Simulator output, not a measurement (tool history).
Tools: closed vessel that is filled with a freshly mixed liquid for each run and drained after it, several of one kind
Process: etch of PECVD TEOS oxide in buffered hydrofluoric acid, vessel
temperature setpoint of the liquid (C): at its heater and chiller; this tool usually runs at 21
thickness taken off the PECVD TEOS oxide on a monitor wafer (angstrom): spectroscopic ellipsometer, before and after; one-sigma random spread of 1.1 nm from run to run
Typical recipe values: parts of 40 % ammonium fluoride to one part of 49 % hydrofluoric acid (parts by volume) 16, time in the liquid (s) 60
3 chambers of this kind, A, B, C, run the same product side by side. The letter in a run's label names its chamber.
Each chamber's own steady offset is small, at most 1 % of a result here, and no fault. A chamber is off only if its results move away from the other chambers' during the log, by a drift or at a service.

run    day  temperature setpoint of the liquid (C)  parts of 40 % ammonium fluoride to one part of 49 % hydrofluoric acid (parts by volume)  time in the liquid (s)  hours since the thermometer was replaced  hours since the hydrofluoric acid flow meter was replaced  read-back film thickness of the PECVD TEOS oxide reference wafer, read on the same gauge (nm)  thickness taken off the PECVD TEOS oxide on a monitor wafer (angstrom)
 1B  0.158                                      21                                                                                       16                      60                                     620.1                                                      285.0                                                                                         59.997                                                                 1216.70
 2A  0.442                                      21                                                                                       16                      60                                    1654.0                                                      489.9                                                                                         60.024                                                                 1248.80
 3C  0.771                                      21                                                                                       16                      60                                      57.2                                                     1778.3                                                                                         59.969                                                                 1188.10
 4B  0.921                                      21                                                                                       16                      60                                     638.4                                                      303.3                                                                                         59.981                                                                 1219.40
 5A  1.108                                      21                                                                                       16                      60                                    1670.0                                                      505.9                                                                                         59.983                                                                 1245.00
 6C  1.283                                      21                                                                                       16                      60                                      69.5                                                     1790.6                                                                                         59.997                                                                 1209.10
 7A  1.562                                      21                                                                                       16                      60                                    1680.9                                                      516.8                                                                                         59.996                                                                 1237.40
 8C  1.738                                      21                                                                                       16                      80                                      80.4                                                     1801.5                                                                                         59.982                                                                 1632.70
 9B  1.983                                      21                                                                                       16                      80                                     663.9                                                      328.8                                                                                         60.024                                                                 1654.50
10B  2.212                                      21                                                                                       16                      80                                     669.4                                                      334.3                                                                                         60.002                                                                 1636.90
11A  2.383                                      21                                                                                       16                      60                                    1700.6                                                      536.5                                                                                         60.023                                                                 1214.70
12C  2.575                                      21                                                                                       16                      60                                     100.5                                                     1821.6                                                                                         59.994                                                                 1211.00
13C  2.754                                      21                                                                                       16                      60                                     104.8                                                     1825.9                                                                                         60.008                                                                 1218.70
14A  2.967                                      21                                                                                       16                      60                                    1714.6                                                      550.5                                                                                         59.993                                                                 1212.70
15B  3.267                                      21                                                                                       16                      60                                     694.7                                                      359.6                                                                                         60.017                                                                 1215.30
16C  3.471                                      21                                                                                       18                      60                                     122.0                                                     1843.1                                                                                         59.972                                                                 1089.30
17A  3.758                                      21                                                                                       18                      60                                    1733.6                                                      569.5                                                                                         59.993                                                                 1075.20
18B  3.908                                      21                                                                                       18                      60                                     710.1                                                      375.0                                                                                         60.038                                                                 1090.20
19C  4.100                                      21                                                                                       16                      60                                     137.1                                                     1858.2                                                                                         60.020                                                                 1202.90
20B  4.375                                      21                                                                                       16                      60                                     721.3                                                      386.2                                                                                         60.011                                                                 1192.10
21A  4.608                                      18                                                                                       16                      60                                    1754.0                                                      589.9                                                                                         60.009                                                                 1033.30
22C  4.858                                      18                                                                                       16                      60                                     155.3                                                     1876.4                                                                                         59.990                                                                 1016.70
23B  5.025                                      18                                                                                       16                      60                                     736.9                                                      401.8                                                                                         59.947                                                                  997.00
24A  5.333                                      21                                                                                       16                      60                                    1771.4                                                      607.3                                                                                         59.992                                                                 1223.60
25A  5.562                                      21                                                                                       16                      60                                    1776.9                                                      612.8                                                                                         60.019                                                                 1250.90
26B  5.758                                      21                                                                                       16                      60                                     754.5                                                      419.4                                                                                         59.985                                                                 1158.20
27C  6.033                                      21                                                                                       16                      60                                     183.5                                                     1904.6                                                                                         60.008                                                                 1212.70
28B  6.221                                      21                                                                                       16                      60                                     765.6                                                      430.5                                                                                         60.007                                                                 1169.30
29C  6.388                                      21                                                                                       16                      60                                     192.0                                                     1913.1                                                                                         60.027                                                                 1196.80
30A  6.654                                      21                                                                                       16                      30                                    1803.1                                                      639.0                                                                                         60.022                                                                  613.72
31B  6.971                                      21                                                                                       16                      30                                     783.6                                                      448.5                                                                                         60.025                                                                  561.62
32A  7.225                                      21                                                                                       16                      30                                    1816.8                                                      652.7                                                                                         59.999                                                                  615.86
33C  7.454                                      21                                                                                       16                      60                                     217.6                                                     1938.7                                                                                         60.040                                                                 1228.70
34A  7.692                                      21                                                                                       16                      75                                    1828.0                                                      663.9                                                                                         60.004                                                                 1539.80
35C  7.867                                      21                                                                                       16                      75                                     227.5                                                     1948.6                                                                                         60.033                                                                 1542.80
36B  8.038                                      21                                                                                       16                      75                                     809.2                                                      474.1                                                                                         60.014                                                                 1410.40
37A  8.338                                      21                                                                                       16                      60                                    1843.5                                                      679.4                                                                                         59.998                                                                 1229.50
38C  8.633                                      21                                                                                       16                      60                                     245.9                                                     1967.0                                                                                         59.948                                                                 1222.20

Next, every chamber runs the same settings. What will each give?
39A  8.875                                      21                                                                                       21                      60                                                                                                                                                                                                                                                                           ?
39B  8.875                                      21                                                                                       21                      60                                                                                                                                                                                                                                                                           ?
39C  8.875                                      21                                                                                       21                      60                                                                                                                                                                                                                                                                           ?

run  thickness taken off the PECVD TEOS oxide on a monitor wafer (angstrom)
39A                                                                  939.97
39B                                                                  875.32
39C                                                                  941.01

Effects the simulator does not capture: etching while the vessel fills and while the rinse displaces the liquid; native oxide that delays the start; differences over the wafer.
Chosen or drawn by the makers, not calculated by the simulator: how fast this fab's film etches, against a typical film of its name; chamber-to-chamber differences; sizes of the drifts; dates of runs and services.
